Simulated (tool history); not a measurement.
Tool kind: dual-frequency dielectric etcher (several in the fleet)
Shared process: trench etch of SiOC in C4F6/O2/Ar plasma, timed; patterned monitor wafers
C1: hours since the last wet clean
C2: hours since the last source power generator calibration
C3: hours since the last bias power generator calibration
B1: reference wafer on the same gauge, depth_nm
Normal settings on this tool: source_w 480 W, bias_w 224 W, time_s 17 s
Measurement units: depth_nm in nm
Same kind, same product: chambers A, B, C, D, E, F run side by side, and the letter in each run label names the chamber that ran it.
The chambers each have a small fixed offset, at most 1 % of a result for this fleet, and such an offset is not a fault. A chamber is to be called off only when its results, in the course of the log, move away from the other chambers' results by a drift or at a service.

Run 1A, hour 5.7: usual settings; C1 615.8; C2 598.3; C3 2342.5; B1 46.682. Result: depth_nm 40.825 nm.
Run 2E, hour 15.4: usual settings; C1 363.2; C2 1552.6; C3 926.9; B1 46.686. Result: depth_nm 40.247 nm.
At hour 15.6: chamber A: wet clean of the chamber.
Run 3C, hour 22.4: usual settings; C1 303.5; C2 617.4; C3 354; B1 46.703. Result: depth_nm 40.675 nm.
Run 4D, hour 32.9: usual settings; C1 182.4; C2 2222.6; C3 78.1; B1 46.685. Result: depth_nm 40.607 nm.
Run 5B, hour 44.3: usual settings; C1 345.3; C2 1712.9; C3 2274.2; B1 46.651. Result: depth_nm 40.622 nm.
Run 6F, hour 54.4: usual settings; C1 92.3; C2 787.4; C3 191.9; B1 46.649. Result: depth_nm 40.61 nm.
Run 7A, hour 61.9: usual settings; C1 46.4; C2 654.5; C3 2398.7; B1 46.659. Result: depth_nm 40.656 nm.
Run 8B, hour 69.2: usual settings; C1 370.2; C2 1737.8; C3 2299.1; B1 46.649. Result: depth_nm 40.614 nm.
Run 9E, hour 77.7: usual settings; C1 425.5; C2 1614.9; C3 989.2; B1 46.646. Result: depth_nm 40.2 nm.
Run 10D, hour 89.3: usual settings; C1 238.8; C2 2279; C3 134.5; B1 46.65. Result: depth_nm 40.411 nm.
Run 11C, hour 99.8: usual settings; C1 380.9; C2 694.8; C3 431.4; B1 46.635. Result: depth_nm 40.628 nm.
Run 12F, hour 109.1: usual settings; C1 147; C2 842.1; C3 246.6; B1 46.634. Result: depth_nm 40.635 nm.
Run 13E, hour 115.9: usual settings; C1 463.7; C2 1653.1; C3 1027.4; B1 46.612. Result: depth_nm 40.185 nm.
At hour 116.1: chamber B: wet clean of the chamber.
At hour 118.6: chamber C: wet clean of the chamber.
Run 14C, hour 121.7: usual settings; C1 3.2; C2 716.7; C3 453.3; B1 46.615. Result: depth_nm 40.612 nm.
Run 15D, hour 132.5: usual settings; C1 282; C2 2322.2; C3 177.7; B1 46.602. Result: depth_nm 40.464 nm.
At hour 136.1: chamber D: source power generator calibrated.
Run 16A, hour 144.6: usual settings; C1 129.1; C2 737.2; C3 2481.4; B1 46.608. Result: depth_nm 40.599 nm.
Run 17F, hour 156.1: usual settings but source_w 540 W, bias_w 200 W; C1 194; C2 889.1; C3 293.6; B1 46.596. Result: depth_nm 41.012 nm.
Run 18B, hour 164: usual settings but source_w 540 W, bias_w 200 W; C1 48; C2 1832.6; C3 2393.9; B1 46.59. Result: depth_nm 40.905 nm.
Run 19A, hour 173.4: usual settings but source_w 540 W, bias_w 200 W; C1 157.9; C2 766; C3 2510.2; B1 46.598. Result: depth_nm 41.041 nm.
Run 20E, hour 184.5: usual settings but source_w 540 W, bias_w 200 W; C1 532.3; C2 1721.7; C3 1096; B1 46.563. Result: depth_nm 40.486 nm.
Run 21B, hour 190.1: usual settings but source_w 540 W, bias_w 200 W; C1 74.1; C2 1858.7; C3 2420; B1 46.56. Result: depth_nm 40.897 nm.
Run 22F, hour 200.1: usual settings but source_w 540 W, bias_w 200 W; C1 238; C2 933.1; C3 337.6; B1 46.564. Result: depth_nm 40.917 nm.
Run 23D, hour 212.9: usual settings; C1 362.4; C2 76.8; C3 258.1; B1 46.548. Result: depth_nm 40.515 nm.
Run 24C, hour 219.1: usual settings but time_s 15.5 s; C1 100.6; C2 814.1; C3 550.7; B1 46.544. Result: depth_nm 37.03 nm.
Run 25F, hour 227.1: usual settings but time_s 15.5 s; C1 265; C2 960.1; C3 364.6; B1 46.515. Result: depth_nm 36.943 nm.
Run 26D, hour 236.7: usual settings but time_s 15.5 s; C1 386.2; C2 100.6; C3 281.9; B1 46.534. Result: depth_nm 36.862 nm.
Run 27C, hour 244.1: usual settings but time_s 15.5 s; C1 125.6; C2 839.1; C3 575.7; B1 46.533. Result: depth_nm 37.054 nm.
At hour 248.9: chamber E: wet clean of the chamber.
Run 28B, hour 256.8: usual settings but time_s 15.5 s; C1 140.8; C2 1925.4; C3 2486.7; B1 46.514. Result: depth_nm 36.863 nm.
Run 29E, hour 267.1: usual settings but time_s 15.5 s; C1 18.3; C2 1804.3; C3 1178.6; B1 46.493. Result: depth_nm 36.58 nm.
Run 30A, hour 279.1: usual settings; C1 263.6; C2 871.7; C3 2615.9; B1 46.488. Result: depth_nm 40.478 nm.
Run 31D, hour 289.6: usual settings; C1 439.1; C2 153.5; C3 334.8; B1 46.503. Result: depth_nm 40.341 nm.
Run 32F, hour 295.6: usual settings; C1 333.5; C2 1028.6; C3 433.1; B1 46.491. Result: depth_nm 40.464 nm.
Run 33E, hour 308.1: usual settings; C1 59.3; C2 1845.3; C3 1219.6; B1 46.493. Result: depth_nm 40.083 nm.
Run 34B, hour 317.3: usual settings; C1 201.3; C2 1985.9; C3 2547.2; B1 46.481. Result: depth_nm 40.483 nm.
Run 35A, hour 326.4: usual settings; C1 310.9; C2 919; C3 2663.2; B1 46.457. Result: depth_nm 40.462 nm.
Run 36C, hour 337.5: usual settings; C1 219; C2 932.5; C3 669.1; B1 46.448. Result: depth_nm 40.42 nm.
Run 37F, hour 343.9: usual settings; C1 381.8; C2 1076.9; C3 481.4; B1 46.449. Result: depth_nm 40.555 nm.

Read the log: is a single chamber off, either drifting away or since a service, is the gauge that measures every chamber drifting, or is nothing wrong beyond small per-chamber offsets? Name any odd chamber and what most likely caused it.

Every chamber seems to shift together because the gauge that measures them all drifts; the chambers themselves are fine.
Cause: gauge reads low (%) = 0.539.

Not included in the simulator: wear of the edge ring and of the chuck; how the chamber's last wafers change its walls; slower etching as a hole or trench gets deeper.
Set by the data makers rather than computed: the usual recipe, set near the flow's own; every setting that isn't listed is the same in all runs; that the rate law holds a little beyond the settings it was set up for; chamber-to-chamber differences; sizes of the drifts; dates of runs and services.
